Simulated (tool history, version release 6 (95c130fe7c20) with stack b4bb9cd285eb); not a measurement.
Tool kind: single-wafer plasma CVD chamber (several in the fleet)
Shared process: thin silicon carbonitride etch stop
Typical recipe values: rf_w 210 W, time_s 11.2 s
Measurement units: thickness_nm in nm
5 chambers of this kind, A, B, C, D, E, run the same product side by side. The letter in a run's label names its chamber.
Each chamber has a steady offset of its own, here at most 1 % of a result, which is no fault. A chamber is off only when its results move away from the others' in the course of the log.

run	hour	rf_w	time_s	read-back reference wafer on the same gauge, thickness_nm	thickness_nm
1B	8.2	210	11.2	6.7702	6.44
2A	23.2	210	11.2	6.7726	6.5136
# hour 36.1: chamber C: thermocouple changed; heater temperature recalibrated
3C	38.6	210	11.2	6.7747	6.485
4E	49.7	210	11.2	6.7753	6.5003
5D	61.4	210	11.2	6.7733	6.4932
6C	76.8	210	11.2	6.7754	6.4903
7B	89.1	210	11.2	6.7736	6.44
8D	97.6	210	11.2	6.7756	6.4881
9E	110.3	210	11.2	6.7756	6.524
10A	122	210	11.2	6.7804	6.5254
# hour 125.1: chamber A: thermocouple changed; heater temperature recalibrated
11E	134.5	210	11.2	6.7782	6.5057
12B	146.6	210	11.2	6.781	6.4282
13C	162	210	11.2	6.7806	6.4999
14A	173.6	210	10	6.7828	5.826
15D	188.8	210	10	6.7811	5.7993
16D	203.9	210	10	6.7835	5.798
17C	218	210	10	6.7855	5.8088
18A	233.5	210	10	6.7847	5.8256
19B	246.8	210	11.2	6.7856	6.4376
20E	260.4	210	11.2	6.7848	6.5255
21B	268.1	210	13.2	6.7859	7.6007
22D	279.6	210	13.2	6.7889	7.6567
23C	288.3	210	13.2	6.7888	7.6767
24A	302.9	210	13.2	6.7896	7.6708
25E	311.7	210	13.2	6.7883	7.706
# hour 325.8: chamber E: RF generator calibrated
26B	326	210	11.2	6.7923	6.4415
27C	334.7	210	11.2	6.7919	6.5151
28D	345.5	210	11.2	6.7928	6.5022
29A	357	210	11.2	6.794	6.5211
30E	366.3	210	11.2	6.7945	6.5357
31A	375.7	210	11.2	6.7946	6.5398
32D	388.5	210	11.2	6.7953	6.4936
33C	402.4	210	11.2	6.796	6.5223
34E	410.6	210	11.2	6.7977	6.5349
35B	425.2	210	11.2	6.7993	6.4654
36C	434.2	210	11.2	6.7993	6.4993
37B	449.5	210	11.2	6.8043	6.4505
38A	460.2	210	11.2	6.8019	6.5154
39D	473.3	210	11.2	6.8017	6.4976
40E	481.5	210	11.2	6.801	6.5313
41E	495.4	210	11.2	6.8043	6.5438
42C	509.4	210	11.2	6.8045	6.5163
43B	517.7	210	11.2	6.8069	6.4585
44A	531.2	210	11.2	6.8092	6.5333

Read the log: is a single chamber off, either drifting away or since a service, is the gauge that measures every chamber drifting, or is nothing wrong beyond small per-chamber offsets? Name any odd chamber and what most likely caused it.

Every chamber seems to shift together because the gauge that measures them all drifts; the chambers themselves are fine.
Cause: gauge reads high (%) = 0.543.

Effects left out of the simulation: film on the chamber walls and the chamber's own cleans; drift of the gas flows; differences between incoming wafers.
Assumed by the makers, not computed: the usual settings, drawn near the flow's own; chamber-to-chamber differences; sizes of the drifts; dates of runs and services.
